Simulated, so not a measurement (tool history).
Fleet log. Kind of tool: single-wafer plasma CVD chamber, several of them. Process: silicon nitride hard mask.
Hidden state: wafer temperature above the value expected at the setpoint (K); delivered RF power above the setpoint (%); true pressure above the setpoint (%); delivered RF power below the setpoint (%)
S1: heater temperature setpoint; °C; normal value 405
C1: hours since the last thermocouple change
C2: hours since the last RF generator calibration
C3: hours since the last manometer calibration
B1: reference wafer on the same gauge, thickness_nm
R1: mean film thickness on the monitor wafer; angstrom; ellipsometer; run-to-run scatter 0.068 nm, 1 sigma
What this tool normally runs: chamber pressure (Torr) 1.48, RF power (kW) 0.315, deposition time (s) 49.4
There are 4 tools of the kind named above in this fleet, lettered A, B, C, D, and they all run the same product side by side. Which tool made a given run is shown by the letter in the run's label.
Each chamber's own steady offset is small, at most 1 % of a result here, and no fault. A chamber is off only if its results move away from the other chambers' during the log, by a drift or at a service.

{"run": "1C", "hour": 6.7, "S1": 405, "chamber pressure (Torr)": 1.48, "RF power (kW)": 0.315, "deposition time (s)": 49.4, "C1": 796.8, "C2": 2249.3, "C3": 829.5, "B1": 65.312, "R1": 577.03}
{"run": "2D", "hour": 14.8, "S1": 405, "chamber pressure (Torr)": 1.48, "RF power (kW)": 0.315, "deposition time (s)": 49.4, "C1": 522.8, "C2": 114.6, "C3": 1970.3, "B1": 65.329, "R1": 570.23}
{"run": "3A", "hour": 21.3, "S1": 405, "chamber pressure (Torr)": 1.48, "RF power (kW)": 0.315, "deposition time (s)": 49.4, "C1": 535.2, "C2": 712.8, "C3": 1153.3, "B1": 65.341, "R1": 575.43}
{"run": "4B", "hour": 27.0, "S1": 405, "chamber pressure (Torr)": 1.48, "RF power (kW)": 0.315, "deposition time (s)": 49.4, "C1": 173.6, "C2": 771.9, "C3": 188.6, "B1": 65.331, "R1": 569.7}
{"run": "5A", "hour": 32.2, "S1": 405, "chamber pressure (Torr)": 1.48, "RF power (kW)": 0.315, "deposition time (s)": 49.4, "C1": 546.1, "C2": 723.7, "C3": 1164.2, "B1": 65.35, "R1": 575.19}
{"run": "6C", "hour": 39.1, "S1": 405, "chamber pressure (Torr)": 1.48, "RF power (kW)": 0.315, "deposition time (s)": 49.4, "C1": 829.2, "C2": 2281.7, "C3": 861.9, "B1": 65.371, "R1": 576.96}
{"hour": 44.7, "done": "chamber A: RF generator calibrated"}
{"run": "7B", "hour": 44.8, "S1": 405, "chamber pressure (Torr)": 1.48, "RF power (kW)": 0.315, "deposition time (s)": 49.4, "C1": 191.4, "C2": 789.7, "C3": 206.4, "B1": 65.356, "R1": 570.14}
{"run": "8D", "hour": 50.5, "S1": 405, "chamber pressure (Torr)": 1.48, "RF power (kW)": 0.315, "deposition time (s)": 49.4, "C1": 558.5, "C2": 150.3, "C3": 2006.0, "B1": 65.371, "R1": 571.26}
{"hour": 53.8, "done": "chamber B: RF generator calibrated"}
{"run": "9D", "hour": 58.7, "S1": 405, "chamber pressure (Torr)": 1.48, "RF power (kW)": 0.315, "deposition time (s)": 49.4, "C1": 566.7, "C2": 158.5, "C3": 2014.2, "B1": 65.384, "R1": 572.33}
{"run": "10C", "hour": 63.8, "S1": 405, "chamber pressure (Torr)": 1.48, "RF power (kW)": 0.315, "deposition time (s)": 49.4, "C1": 853.9, "C2": 2306.4, "C3": 886.6, "B1": 65.371, "R1": 578.56}
{"run": "11A", "hour": 72.7, "S1": 415, "chamber pressure (Torr)": 1.48, "RF power (kW)": 0.315, "deposition time (s)": 39.8, "C1": 586.6, "C2": 28.1, "C3": 1204.7, "B1": 65.404, "R1": 461.77}
{"run": "12B", "hour": 79.7, "S1": 415, "chamber pressure (Torr)": 1.48, "RF power (kW)": 0.315, "deposition time (s)": 39.8, "C1": 226.3, "C2": 26.0, "C3": 241.3, "B1": 65.42, "R1": 457.87}
{"run": "13C", "hour": 85.7, "S1": 415, "chamber pressure (Torr)": 1.48, "RF power (kW)": 0.315, "deposition time (s)": 39.8, "C1": 875.8, "C2": 2328.3, "C3": 908.5, "B1": 65.41, "R1": 463.98}
{"run": "14A", "hour": 92.3, "S1": 415, "chamber pressure (Torr)": 1.48, "RF power (kW)": 0.315, "deposition time (s)": 39.8, "C1": 606.2, "C2": 47.7, "C3": 1224.3, "B1": 65.421, "R1": 461.29}
{"run": "15D", "hour": 101.2, "S1": 405, "chamber pressure (Torr)": 1.48, "RF power (kW)": 0.315, "deposition time (s)": 49.4, "C1": 609.2, "C2": 201.0, "C3": 2056.7, "B1": 65.436, "R1": 572.83}
{"run": "16B", "hour": 110.5, "S1": 405, "chamber pressure (Torr)": 1.48, "RF power (kW)": 0.315, "deposition time (s)": 49.4, "C1": 257.1, "C2": 56.8, "C3": 272.1, "B1": 65.424, "R1": 571.13}
{"run": "17B", "hour": 120.5, "S1": 405, "chamber pressure (Torr)": 1.48, "RF power (kW)": 0.315, "deposition time (s)": 49.4, "C1": 267.1, "C2": 66.8, "C3": 282.1, "B1": 65.462, "R1": 571.24}
{"run": "18C", "hour": 127.7, "S1": 405, "chamber pressure (Torr)": 1.48, "RF power (kW)": 0.315, "deposition time (s)": 49.4, "C1": 917.8, "C2": 2370.3, "C3": 950.5, "B1": 65.491, "R1": 579.56}
{"run": "19A", "hour": 136.4, "S1": 405, "chamber pressure (Torr)": 1.48, "RF power (kW)": 0.315, "deposition time (s)": 49.4, "C1": 650.3, "C2": 91.8, "C3": 1268.4, "B1": 65.489, "R1": 575.66}
{"hour": 140.9, "done": "chamber C: RF generator calibrated"}
{"run": "20D", "hour": 142.3, "S1": 405, "chamber pressure (Torr)": 1.48, "RF power (kW)": 0.315, "deposition time (s)": 49.4, "C1": 650.3, "C2": 242.1, "C3": 2097.8, "B1": 65.472, "R1": 572.61}
{"run": "21B", "hour": 152.4, "S1": 405, "chamber pressure (Torr)": 1.48, "RF power (kW)": 0.315, "deposition time (s)": 49.4, "C1": 299.0, "C2": 98.7, "C3": 314.0, "B1": 65.497, "R1": 571.67}
{"run": "22C", "hour": 159.1, "S1": 405, "chamber pressure (Torr)": 1.48, "RF power (kW)": 0.315, "deposition time (s)": 49.4, "C1": 949.2, "C2": 18.3, "C3": 981.9, "B1": 65.497, "R1": 579.17}
{"run": "23D", "hour": 164.9, "S1": 405, "chamber pressure (Torr)": 1.48, "RF power (kW)": 0.315, "deposition time (s)": 49.4, "C1": 672.9, "C2": 264.7, "C3": 2120.4, "B1": 65.517, "R1": 572.27}
{"run": "24A", "hour": 174.6, "S1": 405, "chamber pressure (Torr)": 1.48, "RF power (kW)": 0.315, "deposition time (s)": 49.4, "C1": 688.5, "C2": 130.0, "C3": 1306.6, "B1": 65.516, "R1": 576.99}
{"run": "25C", "hour": 180.8, "S1": 405, "chamber pressure (Torr)": 1.48, "RF power (kW)": 0.315, "deposition time (s)": 49.4, "C1": 970.9, "C2": 40.0, "C3": 1003.6, "B1": 65.538, "R1": 578.74}
{"run": "26B", "hour": 187.9, "S1": 405, "chamber pressure (Torr)": 1.48, "RF power (kW)": 0.315, "deposition time (s)": 49.4, "C1": 334.5, "C2": 134.2, "C3": 349.5, "B1": 65.561, "R1": 571.73}
{"run": "27A", "hour": 196.2, "S1": 405, "chamber pressure (Torr)": 1.48, "RF power (kW)": 0.315, "deposition time (s)": 49.4, "C1": 710.1, "C2": 151.6, "C3": 1328.2, "B1": 65.554, "R1": 578.45}
{"run": "28D", "hour": 206.1, "S1": 405, "chamber pressure (Torr)": 1.48, "RF power (kW)": 0.315, "deposition time (s)": 49.4, "C1": 714.1, "C2": 305.9, "C3": 2161.6, "B1": 65.559, "R1": 574.31}
{"run": "29D", "hour": 217.3, "S1": 405, "chamber pressure (Torr)": 1.48, "RF power (kW)": 0.315, "deposition time (s)": 49.4, "C1": 725.3, "C2": 317.1, "C3": 2172.8, "B1": 65.604, "R1": 573.35}
{"run": "30A", "hour": 223.8, "S1": 405, "chamber pressure (Torr)": 1.48, "RF power (kW)": 0.315, "deposition time (s)": 49.4, "C1": 737.7, "C2": 179.2, "C3": 1355.8, "B1": 65.604, "R1": 577.37}
{"run": "31C", "hour": 232.3, "S1": 405, "chamber pressure (Torr)": 1.48, "RF power (kW)": 0.315, "deposition time (s)": 49.4, "C1": 1022.4, "C2": 91.5, "C3": 1055.1, "B1": 65.608, "R1": 579.39}

All 4 chambers run these settings next. Forecast each chamber's results:
{"run": "32A", "hour": 240.5, "S1": 405, "chamber pressure (Torr)": 1.48, "RF power (kW)": 0.315, "deposition time (s)": 49.4, "R1": "?"}
{"run": "32B", "hour": 240.5, "S1": 405, "chamber pressure (Torr)": 1.48, "RF power (kW)": 0.315, "deposition time (s)": 49.4, "R1": "?"}
{"run": "32C", "hour": 240.5, "S1": 405, "chamber pressure (Torr)": 1.48, "RF power (kW)": 0.315, "deposition time (s)": 49.4, "R1": "?"}
{"run": "32D", "hour": 240.5, "S1": 405, "chamber pressure (Torr)": 1.48, "RF power (kW)": 0.315, "deposition time (s)": 49.4, "R1": "?"}

run=32A R1=576.40
run=32B R1=571.92
run=32C R1=579.90
run=32D R1=574.32
